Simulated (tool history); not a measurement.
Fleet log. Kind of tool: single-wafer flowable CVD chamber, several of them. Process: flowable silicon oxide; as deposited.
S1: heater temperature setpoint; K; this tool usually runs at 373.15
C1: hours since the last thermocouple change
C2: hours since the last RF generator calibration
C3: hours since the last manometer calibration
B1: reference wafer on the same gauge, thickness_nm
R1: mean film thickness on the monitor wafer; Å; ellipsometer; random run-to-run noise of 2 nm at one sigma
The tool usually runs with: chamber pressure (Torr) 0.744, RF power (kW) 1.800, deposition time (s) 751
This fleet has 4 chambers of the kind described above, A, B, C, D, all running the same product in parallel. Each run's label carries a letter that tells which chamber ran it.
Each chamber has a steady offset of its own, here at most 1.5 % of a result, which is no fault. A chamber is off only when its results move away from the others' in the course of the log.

Run 1B, hour 3.8: usual settings; C1 1155.4; C2 500.4; C3 907.0; B1 485.55. Result: R1 4047.2 Å.
Run 2C, hour 8.7: usual settings; C1 1232.1; C2 1247.9; C3 385.3; B1 485.56. Result: R1 4039.0 Å.
Run 3A, hour 13.7: usual settings; C1 102.3; C2 43.8; C3 165.4; B1 486.08. Result: R1 4038.8 Å.
Run 4D, hour 18.4: usual settings; C1 1998.6; C2 597.5; C3 388.9; B1 486.08. Result: R1 4091.7 Å.
Run 5D, hour 22.1: usual settings but deposition time (s) 614; C1 2002.3; C2 601.2; C3 392.6; B1 485.41. Result: R1 3358.4 Å.
Run 6A, hour 25.4: usual settings but deposition time (s) 614; C1 114.0; C2 55.5; C3 177.1; B1 485.91. Result: R1 3274.1 Å.
Run 7C, hour 30.2: usual settings but deposition time (s) 614; C1 1253.6; C2 1269.4; C3 406.8; B1 485.59. Result: R1 3307.3 Å.
Run 8B, hour 32.7: usual settings but deposition time (s) 614; C1 1184.3; C2 529.3; C3 935.9; B1 485.54. Result: R1 3333.9 Å.
Run 9B, hour 35.7: usual settings; C1 1187.3; C2 532.3; C3 938.9; B1 486.83. Result: R1 4092.4 Å.
Run 10A, hour 40.7: usual settings; C1 129.3; C2 70.8; C3 192.4; B1 485.87. Result: R1 3986.2 Å.
Run 11D, hour 44.1: usual settings; C1 2024.3; C2 623.2; C3 414.6; B1 486.29. Result: R1 4118.0 Å.
Run 12C, hour 48.6: usual settings; C1 1272.0; C2 1287.8; C3 425.2; B1 486.16. Result: R1 4078.6 Å.
Run 13A, hour 54.0: usual settings; C1 142.6; C2 84.1; C3 205.7; B1 485.97. Result: R1 3998.7 Å.
Run 14C, hour 58.1: usual settings; C1 1281.5; C2 1297.3; C3 434.7; B1 485.78. Result: R1 4036.3 Å.
Run 15B, hour 61.4: usual settings; C1 1213.0; C2 558.0; C3 964.6; B1 485.75. Result: R1 4056.3 Å.
Run 16D, hour 64.2: usual settings; C1 2044.4; C2 643.3; C3 434.7; B1 485.76. Result: R1 4088.0 Å.
Run 17C, hour 67.5: usual settings; C1 1290.9; C2 1306.7; C3 444.1; B1 486.06. Result: R1 4064.8 Å.
Run 18D, hour 72.2: usual settings but RF power (kW) 2.140, deposition time (s) 813; C1 2052.4; C2 651.3; C3 442.7; B1 485.54. Result: R1 4639.4 Å.
Run 19A, hour 75.6: usual settings but RF power (kW) 2.140, deposition time (s) 813; C1 164.2; C2 105.7; C3 227.3; B1 486.29. Result: R1 4485.4 Å.
Run 20B, hour 79.2: usual settings but RF power (kW) 2.140, deposition time (s) 813; C1 1230.8; C2 575.8; C3 982.4; B1 486.51. Result: R1 4555.6 Å.
Run 21D, hour 82.0: usual settings but RF power (kW) 2.140, deposition time (s) 813; C1 2062.2; C2 661.1; C3 452.5; B1 485.90. Result: R1 4613.8 Å.
Run 22A, hour 84.8: usual settings; C1 173.4; C2 114.9; C3 236.5; B1 486.26. Result: R1 4000.0 Å.
Run 23B, hour 87.4: usual settings but S1 385.15 K, deposition time (s) 834; C1 1239.0; C2 584.0; C3 990.6; B1 485.70. Result: R1 3065.5 Å.
Run 24C, hour 91.5: usual settings but S1 385.15 K, deposition time (s) 834; C1 1314.9; C2 1330.7; C3 468.1; B1 485.93. Result: R1 3032.6 Å.
Run 25B, hour 95.7: usual settings but S1 385.15 K, deposition time (s) 834; C1 1247.3; C2 592.3; C3 998.9; B1 485.96. Result: R1 3031.4 Å.
Run 26A, hour 99.6: usual settings but S1 385.15 K, deposition time (s) 834; C1 188.2; C2 129.7; C3 251.3; B1 485.68. Result: R1 3000.8 Å.
Run 27D, hour 102.4: usual settings; C1 2082.6; C2 681.5; C3 472.9; B1 485.68. Result: R1 4106.5 Å.
Run 28C, hour 106.3: usual settings; C1 1329.7; C2 1345.5; C3 482.9; B1 485.65. Result: R1 4083.2 Å.

The same settings go to every chamber for the next run, one line per chamber below. Forecast the results for each:
Run 29A, hour 110.3: usual settings. Result: R1 ?.
Run 29B, hour 110.3: usual settings. Result: R1 ?.
Run 29C, hour 110.3: usual settings. Result: R1 ?.
Run 29D, hour 110.3: usual settings. Result: R1 ?.

run      R1
29A  4034.4
29B  4004.1
29C  4084.9
29D  4080.7
